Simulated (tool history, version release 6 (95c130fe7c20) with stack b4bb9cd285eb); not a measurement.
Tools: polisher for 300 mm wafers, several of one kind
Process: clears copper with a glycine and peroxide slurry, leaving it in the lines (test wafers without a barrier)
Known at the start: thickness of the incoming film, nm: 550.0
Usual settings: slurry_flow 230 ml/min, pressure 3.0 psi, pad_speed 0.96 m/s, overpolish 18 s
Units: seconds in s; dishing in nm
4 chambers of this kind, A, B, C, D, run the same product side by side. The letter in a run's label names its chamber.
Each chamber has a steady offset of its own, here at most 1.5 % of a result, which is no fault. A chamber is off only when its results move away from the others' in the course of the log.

run 1A hour=8.6 | slurry_flow=230 pressure=3.0 pad_speed=0.96 overpolish=18 | seconds=96.168 dishing=66.326
run 2D hour=16.4 | slurry_flow=230 pressure=3.0 pad_speed=0.96 overpolish=18 | seconds=100.470 dishing=62.492
run 3C hour=23.2 | slurry_flow=230 pressure=3.0 pad_speed=0.96 overpolish=18 | seconds=99.326 dishing=67.021
run 4B hour=32.2 | slurry_flow=230 pressure=3.0 pad_speed=0.96 overpolish=18 | seconds=99.533 dishing=65.737
run 5C hour=38.6 | slurry_flow=230 pressure=3.0 pad_speed=0.96 overpolish=18 | seconds=98.110 dishing=66.320
run 6B hour=46.4 | slurry_flow=230 pressure=3.0 pad_speed=0.96 overpolish=18 | seconds=96.766 dishing=66.230
run 7D hour=53.1 | slurry_flow=230 pressure=3.0 pad_speed=0.96 overpolish=18 | seconds=101.130 dishing=62.622
run 8A hour=57.5 | slurry_flow=230 pressure=3.0 pad_speed=0.96 overpolish=18 | seconds=98.363 dishing=66.522
-- hour=58.8 chamber D: worn pad replaced by a new one
-- hour=62.2 chamber C: worn pad replaced by a new one
run 9B hour=66.8 | slurry_flow=230 pressure=3.0 pad_speed=0.96 overpolish=18 | seconds=97.219 dishing=64.880
-- hour=69.3 chamber A: worn pad replaced by a new one
run 10C hour=76.3 | slurry_flow=230 pressure=3.0 pad_speed=0.96 overpolish=18 | seconds=96.916 dishing=65.704
run 11D hour=83.8 | slurry_flow=230 pressure=3.0 pad_speed=0.96 overpolish=18 | seconds=102.460 dishing=64.087
run 12A hour=89.9 | slurry_flow=230 pressure=3.0 pad_speed=0.96 overpolish=18 | seconds=99.601 dishing=66.977
-- hour=96.4 chamber D: head pressure recalibrated
run 13D hour=99.1 | slurry_flow=230 pressure=3.0 pad_speed=0.96 overpolish=18 | seconds=99.808 dishing=64.634
-- hour=102.9 chamber B: worn pad replaced by a new one
run 14A hour=103.6 | slurry_flow=230 pressure=3.0 pad_speed=0.96 overpolish=18 | seconds=100.630 dishing=65.693
run 15C hour=109.6 | slurry_flow=230 pressure=3.0 pad_speed=0.96 overpolish=18 | seconds=98.080 dishing=66.897
run 16B hour=118.5 | slurry_flow=230 pressure=3.0 pad_speed=0.96 overpolish=18 | seconds=97.649 dishing=64.232
run 17C hour=126.9 | slurry_flow=230 pressure=3.0 pad_speed=0.96 overpolish=18 | seconds=94.983 dishing=66.384
run 18D hour=134.0 | slurry_flow=230 pressure=3.6 pad_speed=1.14 overpolish=18 | seconds=73.208 dishing=82.788
run 19A hour=139.0 | slurry_flow=230 pressure=3.6 pad_speed=1.14 overpolish=18 | seconds=74.451 dishing=84.335
-- hour=144.1 chamber C: worn pad replaced by a new one
run 20B hour=146.8 | slurry_flow=230 pressure=3.6 pad_speed=1.14 overpolish=18 | seconds=73.724 dishing=84.934
run 21D hour=153.0 | slurry_flow=230 pressure=3.6 pad_speed=1.14 overpolish=18 | seconds=73.495 dishing=83.537
run 22B hour=160.8 | slurry_flow=230 pressure=3.0 pad_speed=0.96 overpolish=18 | seconds=95.849 dishing=66.110
run 23C hour=168.4 | slurry_flow=230 pressure=3.0 pad_speed=0.96 overpolish=18 | seconds=96.963 dishing=66.809
run 24A hour=177.4 | slurry_flow=230 pressure=3.0 pad_speed=0.96 overpolish=18 | seconds=99.389 dishing=67.751
run 25A hour=184.7 | slurry_flow=230 pressure=3.0 pad_speed=0.96 overpolish=18 | seconds=99.598 dishing=66.718
run 26C hour=192.0 | slurry_flow=230 pressure=3.0 pad_speed=0.96 overpolish=18 | seconds=100.770 dishing=66.605
run 27B hour=200.8 | slurry_flow=230 pressure=3.0 pad_speed=0.96 overpolish=18 | seconds=99.198 dishing=66.732
run 28D hour=208.1 | slurry_flow=230 pressure=3.0 pad_speed=0.96 overpolish=18 | seconds=98.081 dishing=65.706
-- hour=213.5 chamber D: worn pad replaced by a new one
run 29A hour=217.5 | slurry_flow=230 pressure=3.0 pad_speed=0.96 overpolish=18 | seconds=100.150 dishing=67.587
run 30D hour=226.6 | slurry_flow=230 pressure=3.0 pad_speed=0.96 overpolish=18 | seconds=100.750 dishing=66.616

Next, every chamber runs the same settings. What will each give?
run 31A hour=233.5 | slurry_flow=230 pressure=3.0 pad_speed=0.96 overpolish=18 | seconds=? dishing=?
run 31B hour=233.5 | slurry_flow=230 pressure=3.0 pad_speed=0.96 overpolish=18 | seconds=? dishing=?
run 31C hour=233.5 | slurry_flow=230 pressure=3.0 pad_speed=0.96 overpolish=18 | seconds=? dishing=?
run 31D hour=233.5 | slurry_flow=230 pressure=3.0 pad_speed=0.96 overpolish=18 | seconds=? dishing=?

run=31A seconds=101.030 dishing=66.573
run=31B seconds=97.424 dishing=64.850
run=31C seconds=98.340 dishing=66.425
run=31D seconds=99.656 dishing=65.523
